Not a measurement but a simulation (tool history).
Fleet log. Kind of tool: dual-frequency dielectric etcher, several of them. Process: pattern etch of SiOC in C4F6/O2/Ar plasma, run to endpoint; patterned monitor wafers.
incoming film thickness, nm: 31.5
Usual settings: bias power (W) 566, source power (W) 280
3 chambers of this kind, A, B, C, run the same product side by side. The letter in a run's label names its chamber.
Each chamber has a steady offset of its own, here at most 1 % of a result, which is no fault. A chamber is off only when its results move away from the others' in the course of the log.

| run | day | bias power (W) | source power (W) | hours since the last wet clean | hours since the last bias power generator calibration | hours since the last source power generator calibration | endpoint time (s) |
|---|---|---|---|---|---|---|---|
| 1B | 0.154 | 566 | 280 | 26.7 | 858.4 | 3025.3 | 11.423 |
| 2C | 0.296 | 566 | 280 | 332.1 | 669.6 | 3111.7 | 11.519 |
| 3A | 0.533 | 566 | 280 | 464.3 | 1767.8 | 3696.3 | 11.635 |
| 4A | 0.692 | 566 | 280 | 468.1 | 1771.6 | 3700.1 | 11.655 |
| 5B | 0.912 | 566 | 280 | 44.9 | 876.6 | 3043.5 | 11.395 |
| 6C | 1.058 | 501 | 310 | 350.4 | 687.9 | 3130.0 | 11.552 |
| 7C | 1.283 | 501 | 310 | 355.8 | 693.3 | 3135.4 | 11.646 |
| 8A | 1.458 | 501 | 310 | 486.5 | 1790.0 | 3718.5 | 11.745 |
| 9B | 1.742 | 566 | 280 | 64.8 | 896.5 | 3063.4 | 11.400 |
| 10A | 1.892 | 566 | 280 | 496.9 | 1800.4 | 3728.9 | 11.579 |
| 11B | 2.029 | 566 | 280 | 71.7 | 903.4 | 3070.3 | 11.526 |
| 12C | 2.150 | 566 | 280 | 376.6 | 714.1 | 3156.2 | 11.423 |
|  | 2.379 | chamber A: wet clean of the chamber |
| 13B | 2.379 | 566 | 280 | 80.1 | 911.8 | 3078.7 | 11.425 |
| 14A | 2.508 | 566 | 310 | 3.1 | 1815.2 | 3743.7 | 11.039 |
| 15C | 2.700 | 566 | 310 | 389.8 | 727.3 | 3169.4 | 11.206 |
| 16C | 2.883 | 566 | 310 | 394.2 | 731.7 | 3173.8 | 11.299 |
| 17A | 3.158 | 566 | 280 | 18.7 | 1830.8 | 3759.3 | 11.592 |
| 18B | 3.383 | 566 | 280 | 104.2 | 935.9 | 3102.8 | 11.416 |
| 19A | 3.646 | 566 | 280 | 30.4 | 1842.5 | 3771.0 | 11.476 |
| 20C | 3.862 | 566 | 280 | 417.7 | 755.2 | 3197.3 | 11.686 |
| 21B | 4.017 | 566 | 280 | 119.4 | 951.1 | 3118.0 | 11.559 |
| 22B | 4.275 | 566 | 280 | 125.6 | 957.3 | 3124.2 | 11.484 |
| 23A | 4.533 | 566 | 280 | 51.7 | 1863.8 | 3792.3 | 11.652 |
| 24C | 4.796 | 670 | 280 | 440.1 | 777.6 | 3219.7 | 10.946 |
| 25A | 4.921 | 670 | 280 | 61.0 | 1873.1 | 3801.6 | 10.892 |
| 26B | 5.088 | 670 | 280 | 145.1 | 976.8 | 3143.7 | 10.759 |
| 27C | 5.312 | 566 | 280 | 452.5 | 790.0 | 3232.1 | 11.880 |
| 28C | 5.583 | 566 | 280 | 459.0 | 796.5 | 3238.6 | 11.948 |
| 29A | 5.838 | 566 | 280 | 83.0 | 1895.1 | 3823.6 | 11.608 |
| 30B | 5.992 | 566 | 280 | 166.8 | 998.5 | 3165.4 | 11.499 |
| 31A | 6.188 | 634 | 330 | 91.4 | 1903.5 | 3832.0 | 10.352 |

Predict what each chamber gives when all 3 of them run the settings below next.
| 32A | 6.392 | 566 | 310 |  |  |  | ? |
| 32B | 6.392 | 566 | 310 |  |  |  | ? |
| 32C | 6.392 | 566 | 310 |  |  |  | ? |

| run | endpoint time (s) |
|---|---|
| 32A | 11.238 |
| 32B | 10.968 |
| 32C | 11.471 |
